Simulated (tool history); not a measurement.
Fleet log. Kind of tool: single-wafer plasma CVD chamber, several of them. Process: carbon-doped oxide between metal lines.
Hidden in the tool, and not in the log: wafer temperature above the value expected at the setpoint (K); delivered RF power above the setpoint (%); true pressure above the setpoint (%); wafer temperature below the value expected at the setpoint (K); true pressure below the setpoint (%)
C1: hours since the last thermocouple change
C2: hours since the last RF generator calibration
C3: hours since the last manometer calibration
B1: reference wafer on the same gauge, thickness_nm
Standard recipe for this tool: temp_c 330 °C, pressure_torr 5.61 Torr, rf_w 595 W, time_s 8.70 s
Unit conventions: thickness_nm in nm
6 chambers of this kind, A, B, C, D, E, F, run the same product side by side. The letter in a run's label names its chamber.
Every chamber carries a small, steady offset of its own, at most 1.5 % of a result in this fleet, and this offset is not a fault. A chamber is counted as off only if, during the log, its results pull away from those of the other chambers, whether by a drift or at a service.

run 1E hour=9.3 | temp_c=330 pressure_torr=5.61 rf_w=595 time_s=8.70 | C1=169.7 C2=426.0 C3=1157.8 | B1=62.905 | thickness_nm=54.208
run 2C hour=18.6 | temp_c=330 pressure_torr=5.61 rf_w=595 time_s=8.70 | C1=1209.9 C2=1364.0 C3=1101.4 | B1=62.912 | thickness_nm=54.822
run 3B hour=27.8 | temp_c=330 pressure_torr=5.61 rf_w=595 time_s=8.70 | C1=147.5 C2=1638.3 C3=66.4 | B1=62.930 | thickness_nm=55.299
-- hour=29.8 chamber A: capacitance manometer re-zeroed and calibrated
run 4A hour=34.1 | temp_c=330 pressure_torr=5.61 rf_w=595 time_s=8.70 | C1=2215.9 C2=274.8 C3=4.3 | B1=62.916 | thickness_nm=54.524
run 5F hour=39.9 | temp_c=330 pressure_torr=5.61 rf_w=595 time_s=8.70 | C1=475.5 C2=664.8 C3=2361.0 | B1=62.918 | thickness_nm=54.294
-- hour=45.4 chamber C: thermocouple changed; heater temperature recalibrated
-- hour=50.4 chamber A: thermocouple changed; heater temperature recalibrated
run 6D hour=51.5 | temp_c=330 pressure_torr=5.61 rf_w=595 time_s=8.70 | C1=1202.5 C2=728.1 C3=697.5 | B1=62.883 | thickness_nm=54.529
run 7E hour=63.9 | temp_c=330 pressure_torr=5.61 rf_w=595 time_s=8.70 | C1=224.3 C2=480.6 C3=1212.4 | B1=62.946 | thickness_nm=54.327
run 8D hour=74.5 | temp_c=330 pressure_torr=5.61 rf_w=595 time_s=8.70 | C1=1225.5 C2=751.1 C3=720.5 | B1=62.915 | thickness_nm=54.666
run 9A hour=87.7 | temp_c=330 pressure_torr=5.61 rf_w=595 time_s=9.74 | C1=37.3 C2=328.4 C3=57.9 | B1=62.938 | thickness_nm=61.212
run 10C hour=98.2 | temp_c=330 pressure_torr=5.61 rf_w=595 time_s=9.74 | C1=52.9 C2=1443.6 C3=1181.0 | B1=62.860 | thickness_nm=61.337
run 11F hour=105.6 | temp_c=330 pressure_torr=5.61 rf_w=595 time_s=9.74 | C1=541.2 C2=730.5 C3=2426.7 | B1=62.892 | thickness_nm=60.372
run 12B hour=117.9 | temp_c=330 pressure_torr=5.61 rf_w=595 time_s=9.74 | C1=237.6 C2=1728.4 C3=156.5 | B1=62.902 | thickness_nm=61.808
run 13F hour=127.0 | temp_c=330 pressure_torr=5.61 rf_w=595 time_s=9.74 | C1=562.6 C2=751.9 C3=2448.1 | B1=62.913 | thickness_nm=60.490
run 14E hour=138.6 | temp_c=330 pressure_torr=5.61 rf_w=595 time_s=9.74 | C1=299.0 C2=555.3 C3=1287.1 | B1=62.900 | thickness_nm=60.387
run 15A hour=145.9 | temp_c=330 pressure_torr=5.61 rf_w=595 time_s=8.70 | C1=95.5 C2=386.6 C3=116.1 | B1=62.928 | thickness_nm=54.894
run 16B hour=152.1 | temp_c=330 pressure_torr=5.61 rf_w=595 time_s=8.70 | C1=271.8 C2=1762.6 C3=190.7 | B1=62.907 | thickness_nm=55.348
run 17C hour=164.5 | temp_c=330 pressure_torr=5.61 rf_w=595 time_s=8.70 | C1=119.2 C2=1509.9 C3=1247.3 | B1=62.869 | thickness_nm=54.711
run 18D hour=177.3 | temp_c=330 pressure_torr=5.61 rf_w=595 time_s=8.70 | C1=1328.3 C2=853.9 C3=823.3 | B1=62.903 | thickness_nm=54.646
run 19F hour=185.9 | temp_c=330 pressure_torr=5.61 rf_w=595 time_s=8.70 | C1=621.5 C2=810.8 C3=2507.0 | B1=62.905 | thickness_nm=54.319
run 20E hour=197.0 | temp_c=330 pressure_torr=5.61 rf_w=595 time_s=8.70 | C1=357.4 C2=613.7 C3=1345.5 | B1=62.928 | thickness_nm=54.303
run 21A hour=208.7 | temp_c=330 pressure_torr=5.61 rf_w=595 time_s=8.70 | C1=158.3 C2=449.4 C3=178.9 | B1=62.876 | thickness_nm=54.844
-- hour=210.7 chamber D: RF generator calibrated
run 22C hour=221.0 | temp_c=330 pressure_torr=4.87 rf_w=485 time_s=8.70 | C1=175.7 C2=1566.4 C3=1303.8 | B1=62.901 | thickness_nm=47.530
run 23B hour=230.3 | temp_c=330 pressure_torr=4.87 rf_w=485 time_s=8.70 | C1=350.0 C2=1840.8 C3=268.9 | B1=62.884 | thickness_nm=47.514
run 24D hour=241.4 | temp_c=330 pressure_torr=4.87 rf_w=485 time_s=8.70 | C1=1392.4 C2=30.7 C3=887.4 | B1=62.871 | thickness_nm=47.188
run 25F hour=247.2 | temp_c=330 pressure_torr=4.87 rf_w=485 time_s=8.70 | C1=682.8 C2=872.1 C3=2568.3 | B1=62.906 | thickness_nm=46.916
run 26A hour=254.4 | temp_c=330 pressure_torr=4.87 rf_w=485 time_s=8.70 | C1=204.0 C2=495.1 C3=224.6 | B1=62.891 | thickness_nm=47.236
run 27B hour=265.2 | temp_c=330 pressure_torr=4.87 rf_w=485 time_s=8.70 | C1=384.9 C2=1875.7 C3=303.8 | B1=62.878 | thickness_nm=47.527
run 28C hour=278.7 | temp_c=344 pressure_torr=5.61 rf_w=510 time_s=8.70 | C1=233.4 C2=1624.1 C3=1361.5 | B1=62.882 | thickness_nm=47.743
run 29D hour=287.5 | temp_c=344 pressure_torr=5.61 rf_w=510 time_s=8.70 | C1=1438.5 C2=76.8 C3=933.5 | B1=62.876 | thickness_nm=47.420
run 30E hour=295.3 | temp_c=344 pressure_torr=5.61 rf_w=510 time_s=8.70 | C1=455.7 C2=712.0 C3=1443.8 | B1=62.882 | thickness_nm=47.034
run 31C hour=304.2 | temp_c=344 pressure_torr=5.61 rf_w=510 time_s=8.70 | C1=258.9 C2=1649.6 C3=1387.0 | B1=62.898 | thickness_nm=47.786
run 32A hour=313.5 | temp_c=344 pressure_torr=5.61 rf_w=510 time_s=8.70 | C1=263.1 C2=554.2 C3=283.7 | B1=62.906 | thickness_nm=47.579
run 33F hour=323.6 | temp_c=344 pressure_torr=5.61 rf_w=510 time_s=8.70 | C1=759.2 C2=948.5 C3=2644.7 | B1=62.919 | thickness_nm=47.099
run 34E hour=330.8 | temp_c=330 pressure_torr=5.61 rf_w=595 time_s=8.70 | C1=491.2 C2=747.5 C3=1479.3 | B1=62.922 | thickness_nm=54.177
-- hour=339.6 chamber B: RF generator calibrated
run 35B hour=343.9 | temp_c=330 pressure_torr=5.61 rf_w=595 time_s=8.70 | C1=463.6 C2=4.3 C3=382.5 | B1=62.915 | thickness_nm=55.200
run 36D hour=351.7 | temp_c=330 pressure_torr=5.61 rf_w=595 time_s=8.70 | C1=1502.7 C2=141.0 C3=997.7 | B1=62.916 | thickness_nm=54.696

Next, all 6 chambers run the settings below, one line each with question marks for the results. What does each chamber give?
run 37A hour=361.3 | temp_c=330 pressure_torr=5.61 rf_w=595 time_s=8.70 | thickness_nm=?
run 37B hour=361.3 | temp_c=330 pressure_torr=5.61 rf_w=595 time_s=8.70 | thickness_nm=?
run 37C hour=361.3 | temp_c=330 pressure_torr=5.61 rf_w=595 time_s=8.70 | thickness_nm=?
run 37D hour=361.3 | temp_c=330 pressure_torr=5.61 rf_w=595 time_s=8.70 | thickness_nm=?
run 37E hour=361.3 | temp_c=330 pressure_torr=5.61 rf_w=595 time_s=8.70 | thickness_nm=?
run 37F hour=361.3 | temp_c=330 pressure_torr=5.61 rf_w=595 time_s=8.70 | thickness_nm=?

run=37A thickness_nm=54.699
run=37B thickness_nm=55.327
run=37C thickness_nm=55.003
run=37D thickness_nm=54.790
run=37E thickness_nm=54.007
run=37F thickness_nm=54.195
